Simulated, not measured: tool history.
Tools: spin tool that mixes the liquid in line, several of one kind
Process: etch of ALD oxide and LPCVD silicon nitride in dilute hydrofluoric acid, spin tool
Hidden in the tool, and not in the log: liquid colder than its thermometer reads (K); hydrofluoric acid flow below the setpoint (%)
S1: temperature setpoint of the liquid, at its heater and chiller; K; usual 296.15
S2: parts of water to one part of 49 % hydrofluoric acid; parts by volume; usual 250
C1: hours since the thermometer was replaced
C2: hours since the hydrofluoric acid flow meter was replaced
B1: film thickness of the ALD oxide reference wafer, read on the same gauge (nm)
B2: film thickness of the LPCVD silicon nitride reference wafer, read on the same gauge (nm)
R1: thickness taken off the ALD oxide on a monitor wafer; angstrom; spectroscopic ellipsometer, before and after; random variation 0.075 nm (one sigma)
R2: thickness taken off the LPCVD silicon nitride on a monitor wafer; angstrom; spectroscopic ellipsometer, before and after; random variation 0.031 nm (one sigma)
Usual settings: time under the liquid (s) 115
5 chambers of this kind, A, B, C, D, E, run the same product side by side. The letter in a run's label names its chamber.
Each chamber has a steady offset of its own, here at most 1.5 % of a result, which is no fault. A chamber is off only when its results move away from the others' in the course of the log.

{"run": "1D", "hour": 9.2, "S1": 296.15, "S2": 250, "time under the liquid (s)": 115, "C1": 332.1, "C2": 392.3, "B1": 110, "B2": 109.98, "R1": 78.223, "R2": 2.236}
{"run": "2B", "hour": 16.1, "S1": 296.15, "S2": 250, "time under the liquid (s)": 115, "C1": 928.9, "C2": 568.3, "B1": 110.01, "B2": 109.99, "R1": 76.685, "R2": 2.053}
{"run": "3E", "hour": 21.1, "S1": 296.15, "S2": 250, "time under the liquid (s)": 115, "C1": 1334.2, "C2": 902.4, "B1": 109.99, "B2": 109.99, "R1": 78.235, "R2": 1.9224}
{"run": "4A", "hour": 32.1, "S1": 296.15, "S2": 250, "time under the liquid (s)": 115, "C1": 1572, "C2": 1368.3, "B1": 110.02, "B2": 109.96, "R1": 77.744, "R2": 1.7733}
{"run": "5C", "hour": 42.2, "S1": 296.15, "S2": 250, "time under the liquid (s)": 115, "C1": 231, "C2": 124, "B1": 109.98, "B2": 109.97, "R1": 78.443, "R2": 2.2634}
{"run": "6C", "hour": 53.3, "S1": 296.15, "S2": 250, "time under the liquid (s)": 115, "C1": 242.1, "C2": 135.1, "B1": 110.03, "B2": 110.01, "R1": 78.011, "R2": 1.7742}
{"run": "7A", "hour": 60.9, "S1": 296.15, "S2": 250, "time under the liquid (s)": 115, "C1": 1600.8, "C2": 1397.1, "B1": 110, "B2": 109.99, "R1": 77.049, "R2": 2.3372}
{"run": "8B", "hour": 66.2, "S1": 296.15, "S2": 250, "time under the liquid (s)": 115, "C1": 979, "C2": 618.4, "B1": 109.98, "B2": 110.01, "R1": 77.553, "R2": 1.8128}
{"run": "9E", "hour": 74.4, "S1": 296.15, "S2": 250, "time under the liquid (s)": 115, "C1": 1387.5, "C2": 955.7, "B1": 110, "B2": 110.03, "R1": 77.491, "R2": 1.62}
{"run": "10D", "hour": 84.8, "S1": 296.15, "S2": 250, "time under the liquid (s)": 115, "C1": 407.7, "C2": 467.9, "B1": 110.01, "B2": 110, "R1": 78.679, "R2": 2.0553}
{"run": "11D", "hour": 92.8, "S1": 296.15, "S2": 250, "time under the liquid (s)": 115, "C1": 415.7, "C2": 475.9, "B1": 109.99, "B2": 110.01, "R1": 77.031, "R2": 1.8502}
{"run": "12C", "hour": 101.0, "S1": 296.15, "S2": 250, "time under the liquid (s)": 115, "C1": 289.8, "C2": 182.8, "B1": 110.01, "B2": 110, "R1": 79.064, "R2": 2.1178}
{"run": "13E", "hour": 110.5, "S1": 296.15, "S2": 250, "time under the liquid (s)": 115, "C1": 1423.6, "C2": 991.8, "B1": 109.99, "B2": 109.93, "R1": 76.892, "R2": 2.303}
{"run": "14B", "hour": 119.0, "S1": 296.15, "S2": 250, "time under the liquid (s)": 115, "C1": 1031.8, "C2": 671.2, "B1": 109.99, "B2": 110.01, "R1": 76.735, "R2": 2.4134}
{"run": "15A", "hour": 130.1, "S1": 296.15, "S2": 250, "time under the liquid (s)": 115, "C1": 1670, "C2": 1466.3, "B1": 109.97, "B2": 109.99, "R1": 76.714, "R2": 2.0709}
{"run": "16A", "hour": 138.5, "S1": 296.15, "S2": 250, "time under the liquid (s)": 115, "C1": 1678.4, "C2": 1474.7, "B1": 109.97, "B2": 109.97, "R1": 77.08, "R2": 1.961}
{"run": "17D", "hour": 147.9, "S1": 296.15, "S2": 250, "time under the liquid (s)": 115, "C1": 470.8, "C2": 531, "B1": 110.02, "B2": 109.99, "R1": 78.611, "R2": 1.9525}
{"run": "18E", "hour": 154.7, "S1": 296.15, "S2": 250, "time under the liquid (s)": 115, "C1": 1467.8, "C2": 1036, "B1": 110, "B2": 110.02, "R1": 77.256, "R2": 2.0815}
{"run": "19B", "hour": 160.4, "S1": 296.15, "S2": 250, "time under the liquid (s)": 115, "C1": 1073.2, "C2": 712.6, "B1": 110, "B2": 110.02, "R1": 77.544, "R2": 1.8119}
{"run": "20C", "hour": 169.8, "S1": 300.65, "S2": 250, "time under the liquid (s)": 115, "C1": 358.6, "C2": 251.6, "B1": 109.99, "B2": 110.01, "R1": 92.805, "R2": 3.4064}
{"run": "21D", "hour": 179.6, "S1": 300.65, "S2": 250, "time under the liquid (s)": 115, "C1": 502.5, "C2": 562.7, "B1": 109.99, "B2": 110.01, "R1": 89.908, "R2": 3.145}
{"run": "22A", "hour": 185.7, "S1": 300.65, "S2": 250, "time under the liquid (s)": 115, "C1": 1725.6, "C2": 1521.9, "B1": 109.99, "B2": 110.01, "R1": 91.182, "R2": 2.4325}
{"run": "23B", "hour": 195.0, "S1": 300.65, "S2": 250, "time under the liquid (s)": 115, "C1": 1107.8, "C2": 747.2, "B1": 109.98, "B2": 110.01, "R1": 90.339, "R2": 2.4698}
{"run": "24C", "hour": 200.8, "S1": 300.65, "S2": 250, "time under the liquid (s)": 115, "C1": 389.6, "C2": 282.6, "B1": 110, "B2": 110.04, "R1": 92.044, "R2": 2.8483}
{"run": "25E", "hour": 211.4, "S1": 296.15, "S2": 150, "time under the liquid (s)": 140, "C1": 1524.5, "C2": 1092.7, "B1": 109.97, "B2": 110.03, "R1": 176.09, "R2": 4.5988}
{"run": "26D", "hour": 218.8, "S1": 296.15, "S2": 150, "time under the liquid (s)": 140, "C1": 541.7, "C2": 601.9, "B1": 109.98, "B2": 110.02, "R1": 170.98, "R2": 4.1573}
{"run": "27A", "hour": 225.5, "S1": 296.15, "S2": 150, "time under the liquid (s)": 140, "C1": 1765.4, "C2": 1561.7, "B1": 110, "B2": 109.98, "R1": 175.13, "R2": 5.1648}
{"run": "28E", "hour": 235.2, "S1": 296.15, "S2": 150, "time under the liquid (s)": 140, "C1": 1548.3, "C2": 1116.5, "B1": 110, "B2": 110.04, "R1": 175.07, "R2": 3.6612}
{"run": "29C", "hour": 245.1, "S1": 296.15, "S2": 150, "time under the liquid (s)": 140, "C1": 433.9, "C2": 326.9, "B1": 109.99, "B2": 109.98, "R1": 176.28, "R2": 3.7511}
{"run": "30B", "hour": 253.7, "S1": 296.15, "S2": 250, "time under the liquid (s)": 115, "C1": 1166.5, "C2": 805.9, "B1": 109.98, "B2": 110.02, "R1": 77.411, "R2": 2.1957}
{"run": "31E", "hour": 259.5, "S1": 296.15, "S2": 250, "time under the liquid (s)": 115, "C1": 1572.6, "C2": 1140.8, "B1": 109.99, "B2": 109.99, "R1": 76.801, "R2": 1.8895}
{"run": "32D", "hour": 270.9, "S1": 296.15, "S2": 250, "time under the liquid (s)": 115, "C1": 593.8, "C2": 654, "B1": 110.02, "B2": 110.01, "R1": 72.772, "R2": 1.7463}
{"run": "33B", "hour": 277.1, "S1": 296.15, "S2": 250, "time under the liquid (s)": 115, "C1": 1189.9, "C2": 829.3, "B1": 109.99, "B2": 109.99, "R1": 76.653, "R2": 1.8986}
{"run": "34A", "hour": 284.1, "S1": 296.15, "S2": 250, "time under the liquid (s)": 115, "C1": 1824, "C2": 1620.3, "B1": 110, "B2": 109.97, "R1": 76.416, "R2": 1.5711}
{"run": "35C", "hour": 291.0, "S1": 296.15, "S2": 250, "time under the liquid (s)": 115, "C1": 479.8, "C2": 372.8, "B1": 109.98, "B2": 109.95, "R1": 78.107, "R2": 2.4374}
{"run": "36A", "hour": 297.4, "S1": 296.15, "S2": 250, "time under the liquid (s)": 115, "C1": 1837.3, "C2": 1633.6, "B1": 110, "B2": 110.04, "R1": 77.545, "R2": 1.9815}
{"run": "37C", "hour": 305.0, "S1": 296.15, "S2": 250, "time under the liquid (s)": 115, "C1": 493.8, "C2": 386.8, "B1": 110.03, "B2": 109.95, "R1": 77.481, "R2": 1.8681}
{"run": "38D", "hour": 316.5, "S1": 296.15, "S2": 250, "time under the liquid (s)": 115, "C1": 639.4, "C2": 699.6, "B1": 110, "B2": 109.96, "R1": 70.856, "R2": 1.8959}
{"run": "39B", "hour": 324.6, "S1": 296.15, "S2": 250, "time under the liquid (s)": 115, "C1": 1237.4, "C2": 876.8, "B1": 110, "B2": 110.01, "R1": 76.984, "R2": 1.6845}
{"run": "40E", "hour": 334.2, "S1": 296.15, "S2": 250, "time under the liquid (s)": 115, "C1": 1647.3, "C2": 1215.5, "B1": 110.01, "B2": 109.98, "R1": 77.181, "R2": 2.4137}

Is one chamber off against the others, does the gauge drift, or is nothing wrong? If a chamber is off, say which, and what the likeliest cause is.

Chamber D drifts away from the others.
Cause: hydrofluoric acid flow below the setpoint (%) = 8.59.

Here are 4 candidates for chamber D's next run, each the usual settings with a change, their results left as question marks. Which one brings its results back in line with what the others give on the usual settings?
In line means no further than this from the other chambers' mean on the usual settings: R1 2.6 angstrom; R2 1.1 angstrom
{"run": "41D-1", "hour": 342.4, "S1": 296.15, "S2": 265, "time under the liquid (s)": 110, "R1": "?", "R2": "?"}
{"run": "41D-2", "hour": 342.4, "S1": 295.65, "S2": 235, "time under the liquid (s)": 120, "R1": "?", "R2": "?"}
{"run": "41D-3", "hour": 342.4, "S1": 296.65, "S2": 285, "time under the liquid (s)": 105, "R1": "?", "R2": "?"}
{"run": "41D-4", "hour": 342.4, "S1": 295.65, "S2": 220, "time under the liquid (s)": 125, "R1": "?", "R2": "?"}

The other chambers' mean on the usual settings: R1 77.606 angstrom; R2 2.1027 angstrom
run=41D-1 R1=61.921 R2=1.6095
run=41D-2 R1=77.446 R2=1.9199
run=41D-3 R1=54.681 R2=1.4723
run=41D-4 R1=87.702 R2=2.1361
41D-2 brings the chamber back in line.
